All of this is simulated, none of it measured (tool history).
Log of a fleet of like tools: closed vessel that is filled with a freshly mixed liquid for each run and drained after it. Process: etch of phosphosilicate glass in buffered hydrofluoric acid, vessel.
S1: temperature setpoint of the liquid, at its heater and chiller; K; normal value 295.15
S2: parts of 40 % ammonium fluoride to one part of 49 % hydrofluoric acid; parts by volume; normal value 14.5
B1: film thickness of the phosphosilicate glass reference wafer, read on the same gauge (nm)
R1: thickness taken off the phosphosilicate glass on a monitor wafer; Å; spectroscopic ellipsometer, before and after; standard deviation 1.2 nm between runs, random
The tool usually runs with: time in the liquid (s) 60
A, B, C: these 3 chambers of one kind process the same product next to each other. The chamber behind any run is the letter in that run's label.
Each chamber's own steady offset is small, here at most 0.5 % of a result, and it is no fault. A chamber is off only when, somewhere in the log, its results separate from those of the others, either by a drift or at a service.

{"run": "1A", "hour": 4.7, "S1": 295.15, "S2": 14.5, "time in the liquid (s)": 60, "B1": 30.049, "R1": 2046.0}
{"run": "2C", "hour": 11.9, "S1": 295.15, "S2": 14.5, "time in the liquid (s)": 60, "B1": 30.006, "R1": 2055.9}
{"run": "3B", "hour": 18.5, "S1": 295.15, "S2": 14.5, "time in the liquid (s)": 60, "B1": 29.975, "R1": 2074.8}
{"run": "4C", "hour": 26.4, "S1": 295.15, "S2": 14.5, "time in the liquid (s)": 60, "B1": 29.978, "R1": 2043.6}
{"run": "5B", "hour": 31.5, "S1": 290.65, "S2": 10.5, "time in the liquid (s)": 60, "B1": 29.969, "R1": 2224.0}
{"run": "6A", "hour": 37.1, "S1": 290.65, "S2": 10.5, "time in the liquid (s)": 60, "B1": 29.992, "R1": 2185.2}
{"run": "7A", "hour": 46.2, "S1": 290.65, "S2": 10.5, "time in the liquid (s)": 60, "B1": 29.972, "R1": 2180.6}
{"run": "8B", "hour": 54.1, "S1": 295.15, "S2": 14.5, "time in the liquid (s)": 60, "B1": 29.976, "R1": 2063.3}
{"run": "9C", "hour": 60.8, "S1": 295.15, "S2": 14.5, "time in the liquid (s)": 60, "B1": 29.979, "R1": 2051.8}
{"run": "10B", "hour": 67.7, "S1": 295.15, "S2": 14.5, "time in the liquid (s)": 60, "B1": 30.02, "R1": 2064.2}
{"run": "11C", "hour": 72.3, "S1": 295.15, "S2": 14.5, "time in the liquid (s)": 60, "B1": 30.003, "R1": 2056.9}
{"run": "12A", "hour": 77.8, "S1": 295.15, "S2": 14.5, "time in the liquid (s)": 60, "B1": 29.975, "R1": 2055.0}
{"run": "13A", "hour": 87.4, "S1": 295.15, "S2": 14.5, "time in the liquid (s)": 90, "B1": 29.988, "R1": 3085.7}
{"run": "14B", "hour": 96.3, "S1": 295.15, "S2": 14.5, "time in the liquid (s)": 90, "B1": 30.018, "R1": 3083.8}
{"run": "15C", "hour": 100.7, "S1": 295.15, "S2": 14.5, "time in the liquid (s)": 90, "B1": 30.032, "R1": 3080.0}
{"run": "16B", "hour": 106.0, "S1": 295.15, "S2": 14.5, "time in the liquid (s)": 60, "B1": 29.989, "R1": 2066.9}
{"run": "17C", "hour": 112.7, "S1": 295.15, "S2": 14.5, "time in the liquid (s)": 60, "B1": 29.981, "R1": 2045.2}
{"run": "18A", "hour": 122.3, "S1": 295.15, "S2": 14.5, "time in the liquid (s)": 60, "B1": 29.992, "R1": 2072.8}
{"run": "19B", "hour": 130.3, "S1": 295.15, "S2": 14.5, "time in the liquid (s)": 60, "B1": 30.008, "R1": 2090.3}
{"run": "20C", "hour": 139.0, "S1": 295.15, "S2": 14.5, "time in the liquid (s)": 60, "B1": 30.037, "R1": 2059.7}
{"run": "21A", "hour": 144.4, "S1": 292.15, "S2": 14.5, "time in the liquid (s)": 30, "B1": 30.02, "R1": 878.83}
{"run": "22A", "hour": 154.5, "S1": 292.15, "S2": 14.5, "time in the liquid (s)": 30, "B1": 29.987, "R1": 876.81}
{"run": "23C", "hour": 159.6, "S1": 292.15, "S2": 14.5, "time in the liquid (s)": 30, "B1": 29.993, "R1": 856.45}
{"run": "24B", "hour": 164.6, "S1": 295.15, "S2": 14.5, "time in the liquid (s)": 60, "B1": 29.99, "R1": 2059.8}
{"run": "25B", "hour": 169.7, "S1": 295.15, "S2": 12.5, "time in the liquid (s)": 60, "B1": 29.987, "R1": 2365.0}
{"run": "26A", "hour": 177.2, "S1": 295.15, "S2": 12.5, "time in the liquid (s)": 60, "B1": 29.988, "R1": 2372.7}
{"run": "27C", "hour": 186.8, "S1": 295.15, "S2": 12.5, "time in the liquid (s)": 60, "B1": 30.017, "R1": 2372.9}

All chambers now run identical settings, listed one chamber a line with results as question marks. What results will each chamber show?
{"run": "28A", "hour": 194.1, "S1": 295.15, "S2": 12.5, "time in the liquid (s)": 60, "R1": "?"}
{"run": "28B", "hour": 194.1, "S1": 295.15, "S2": 12.5, "time in the liquid (s)": 60, "R1": "?"}
{"run": "28C", "hour": 194.1, "S1": 295.15, "S2": 12.5, "time in the liquid (s)": 60, "R1": "?"}

run=28A R1=2393.40
run=28B R1=2378.70
run=28C R1=2360.90
